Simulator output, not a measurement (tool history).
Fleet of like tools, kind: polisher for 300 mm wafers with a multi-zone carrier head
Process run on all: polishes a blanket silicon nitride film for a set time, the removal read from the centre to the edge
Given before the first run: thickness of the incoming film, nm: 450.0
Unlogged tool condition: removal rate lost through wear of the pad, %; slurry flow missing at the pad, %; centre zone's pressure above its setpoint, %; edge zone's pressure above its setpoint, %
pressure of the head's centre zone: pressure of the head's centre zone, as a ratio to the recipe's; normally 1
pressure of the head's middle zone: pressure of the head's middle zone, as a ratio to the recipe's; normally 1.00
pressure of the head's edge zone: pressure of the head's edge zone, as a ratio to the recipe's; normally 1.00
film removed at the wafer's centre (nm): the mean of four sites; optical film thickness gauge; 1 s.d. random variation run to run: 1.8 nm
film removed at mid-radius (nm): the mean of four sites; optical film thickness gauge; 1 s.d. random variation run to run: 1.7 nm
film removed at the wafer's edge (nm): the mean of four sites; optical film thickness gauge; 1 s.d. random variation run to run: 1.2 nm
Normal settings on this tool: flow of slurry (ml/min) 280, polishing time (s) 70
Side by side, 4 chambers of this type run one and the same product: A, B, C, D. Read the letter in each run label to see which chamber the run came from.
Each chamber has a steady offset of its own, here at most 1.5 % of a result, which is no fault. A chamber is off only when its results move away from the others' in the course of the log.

run   hour  flow of slurry (ml/min)  pressure of the head's centre zone  pressure of the head's middle zone  pressure of the head's edge zone  polishing time (s)  wafers polished on this pad  hours since the slurry nozzle was cleaned  hours since the centre zone pressure was calibrated  hours since the edge zone pressure was calibrated  film removed at the wafer's centre (nm)  film removed at mid-radius (nm)  film removed at the wafer's edge (nm)
       0.2  -- chamber A: worn pad replaced by a new one
       6.9  -- chamber D: edge zone pressure recalibrated
 1A   10.4                      280                                   1                                1.00                              1.00                  70                          107                                      298.9                                               1354.3                                              212.8                                   130.38                           131.26                                 132.61
      19.9  -- chamber C: worn pad replaced by a new one
 2D   22.2                      280                                   1                                1.00                              1.00                  70                          464                                       50.2                                                134.5                                               15.4                                   127.41                           130.67                                 130.65
 3B   34.0                      280                                   1                                1.00                              1.00                  70                          754                                      452.2                                                145.1                                              913.6                                   130.47                           131.85                                 130.79
      34.8  -- chamber B: worn pad replaced by a new one
      36.2  -- chamber D: worn pad replaced by a new one
 4C   41.1                      280                                   1                                1.00                              1.00                  70                          221                                      151.4                                                842.8                                              566.0                                   131.27                           132.28                                 133.64
      45.1  -- chamber A: centre zone pressure recalibrated
 5D   52.7                      280                                   1                                1.00                              1.00                  70                          172                                       80.7                                                165.0                                               45.9                                   132.10                           130.69                                 132.41
 6C   59.9                      280                                   1                                1.00                              1.00                  70                          417                                      170.2                                                861.6                                              584.8                                   131.78                           130.96                                 129.41
 7A   67.3                      280                                   1                                0.91                              1.07                  70                          700                                      355.8                                                 22.2                                              269.7                                   129.35                           118.13                                 137.97
      72.2  -- chamber A: worn pad replaced by a new one
 8B   73.3                      280                                   1                                0.91                              1.07                  70                          402                                      491.5                                                184.4                                              952.9                                   133.10                           119.35                                 134.91
 9C   79.5                      280                                   1                                0.91                              1.07                  70                          622                                      189.8                                                881.2                                              604.4                                   129.31                           117.39                                 134.39
      82.0  -- chamber C: worn pad replaced by a new one
10B   85.9                      280                                   1                                0.91                              1.07                  70                          533                                      504.1                                                197.0                                              965.5                                   129.08                           118.12                                 137.50
11D   92.5                      280                                   1                                1.00                              1.00                  70                          587                                      120.5                                                204.8                                               85.7                                   135.13                           135.62                                 130.47
12A   97.6                      280                                   1                                1.00                              1.00                  70                          265                                      386.1                                                 52.5                                              300.0                                   125.16                           132.17                                 131.32
     105.8  -- chamber D: worn pad replaced by a new one
13D  108.9                      280                                   1                                1.00                              1.00                  70                           32                                      136.9                                                221.2                                              102.1                                   134.47                           134.36                                 132.11
     109.0  -- chamber B: worn pad replaced by a new one
14B  118.5                      280                                   1                                1.00                              1.00                  70                           99                                      536.7                                                229.6                                              998.1                                   130.10                           129.41                                 129.55
15A  124.2                      280                                   1                                1.00                              1.00                  70                          543                                      412.7                                                 79.1                                              326.6                                   128.24                           126.94                                 133.15
16C  131.9                      280                                   1                                1.00                              1.00                  70                          521                                      242.2                                                933.6                                              656.8                                   129.96                           133.50                                 131.20
     136.8  -- chamber A: worn pad replaced by a new one
     137.6  -- chamber C: centre zone pressure recalibrated
17B  138.2                      280                                   1                                1.00                              1.00                  70                          305                                      556.4                                                249.3                                             1017.8                                   128.28                           128.67                                 127.40
18C  145.3                      280                                   1                                1.00                              1.00                  70                          661                                      255.6                                                  7.7                                              670.2                                   132.00                           129.13                                 129.28
     148.4  -- chamber C: worn pad replaced by a new one
19D  156.3                      280                                   1                                1.00                              1.00                  70                          527                                      184.3                                                268.6                                              149.5                                   138.07                           129.95                                 131.65
20A  164.8                      280                                   1                                1.00                              0.91                  79                          293                                      453.3                                                119.7                                              367.2                                   148.15                           150.73                                 143.65
     167.0  -- chamber B: worn pad replaced by a new one
     170.5  -- chamber D: worn pad replaced by a new one
21B  174.3                      280                                   1                                1.00                              0.91                  79                           76                                      592.5                                                285.4                                             1053.9                                   147.45                           146.38                                 141.35
22D  183.6                      280                                   1                                1.00                              0.91                  79                          136                                      211.6                                                295.9                                              176.8                                   159.38                           147.81                                 143.34
     186.4  -- chamber C: edge zone pressure recalibrated
23C  191.7                      280                                   1                                1.00                              0.91                  79                          452                                      302.0                                                 54.1                                                5.3                                   147.53                           149.30                                 140.24
     198.7  -- chamber A: slurry nozzle cleaned
24A  202.4                      185                                   1                                1.00                              1.10                  70                          685                                        3.8                                                157.3                                              404.8                                   124.93                           127.14                                 131.35
     209.3  -- chamber A: worn pad replaced by a new one
     211.4  -- chamber C: worn pad replaced by a new one
25A  212.3                      185                                   1                                1.00                              1.10                  70                           31                                       13.7                                                167.2                                              414.7                                   121.70                           128.02                                 135.54
26B  219.6                      185                                   1                                1.00                              1.10                  70                          549                                      637.8                                                330.7                                             1099.2                                   127.23                           120.37                                 132.73
     225.9  -- chamber B: slurry nozzle cleaned
27D  226.0                      185                                   1                                1.00                              1.10                  70                          579                                      254.0                                                338.3                                              219.2                                   130.15                           120.49                                 131.95
28C  235.2                      280                                   1                                1.00                              1.00                  70                          249                                      345.5                                                 97.6                                               48.8                                   132.29                           132.38                                 130.41
     238.7  -- chamber D: worn pad replaced by a new one
     242.9  -- chamber B: worn pad replaced by a new one
     246.2  -- chamber D: slurry nozzle cleaned
29D  246.9                      280                                   1                                1.00                              1.00                  70                           86                                        0.8                                                359.2                                              240.1                                   138.28                           129.51                                 130.51
30B  253.3                      280                                   1                                1.00                              1.00                  70                          109                                       27.4                                                364.4                                             1132.9                                   133.78                           130.70                                 128.28
31C  264.2                      280                                   1                                1.00                              1.00                  70                          551                                      374.5                                                126.6                                               77.8                                   130.98                           130.67                                 131.59
     270.7  -- chamber A: worn pad replaced by a new one
     273.1  -- chamber C: worn pad replaced by a new one
32A  274.7                      210                                   1                                1.00                              0.89                  70                           42                                       76.1                                                229.6                                              477.1                                   124.29                           123.55                                 121.88
33C  281.3                      210                                   1                                1.00                              0.89                  70                           86                                      391.6                                                143.7                                               94.9                                   127.13                           128.06                                 119.58
34D  286.9                      210                                   1                                1.00                              0.89                  70                          503                                       40.8                                                399.2                                              280.1                                   140.10                           127.28                                 123.28
35B  293.4                      210                                   1                                1.00                              0.89                  70                          527                                       67.5                                                404.5                                             1173.0                                   126.40                           127.06                                 121.58
36A  300.0                      280                                   1                                1.00                              1.00                  70                          306                                      101.4                                                254.9                                              502.4                                   129.78                           129.24                                 131.52
     306.3  -- chamber D: worn pad replaced by a new one
     307.7  -- chamber B: worn pad replaced by a new one
37C  309.5                      280                                   1                                1.00                              1.00                  70                          380                                      419.8                                                171.9                                              123.1                                   128.89                           130.28                                 131.15
38B  315.1                      280                                   1                                1.00                              1.00                  70                           77                                       89.2                                                426.2                                             1194.7                                   128.53                           129.19                                 129.55
39A  320.6                      280                                   1                                1.00                              1.00                  70                          521                                      122.0                                                275.5                                              523.0                                   131.81                           130.78                                 133.02
40D  329.9                      280                                   1                                1.00                              1.00                  70                          246                                       83.8                                                442.2                                              323.1                                   148.32                           128.76                                 133.53

For the next run the whole fleet of 4 chambers uses the same settings. Give each chamber's results:
41A  338.4                      280                                   1                                1.00                              1.00                  70                                                                                                                                                                                                                        ?                                ?                                      ?
41B  338.4                      280                                   1                                1.00                              1.00                  70                                                                                                                                                                                                                        ?                                ?                                      ?
41C  338.4                      280                                   1                                1.00                              1.00                  70                                                                                                                                                                                                                        ?                                ?                                      ?
41D  338.4                      280                                   1                                1.00                              1.00                  70                                                                                                                                                                                                                        ?                                ?                                      ?

run  film removed at the wafer's centre (nm)  film removed at mid-radius (nm)  film removed at the wafer's edge (nm)
41A                                   130.52                           132.94                                 131.60
41B                                   130.39                           129.70                                 131.50
41C                                   128.15                           131.89                                 131.59
41D                                   146.15                           132.92                                 130.27

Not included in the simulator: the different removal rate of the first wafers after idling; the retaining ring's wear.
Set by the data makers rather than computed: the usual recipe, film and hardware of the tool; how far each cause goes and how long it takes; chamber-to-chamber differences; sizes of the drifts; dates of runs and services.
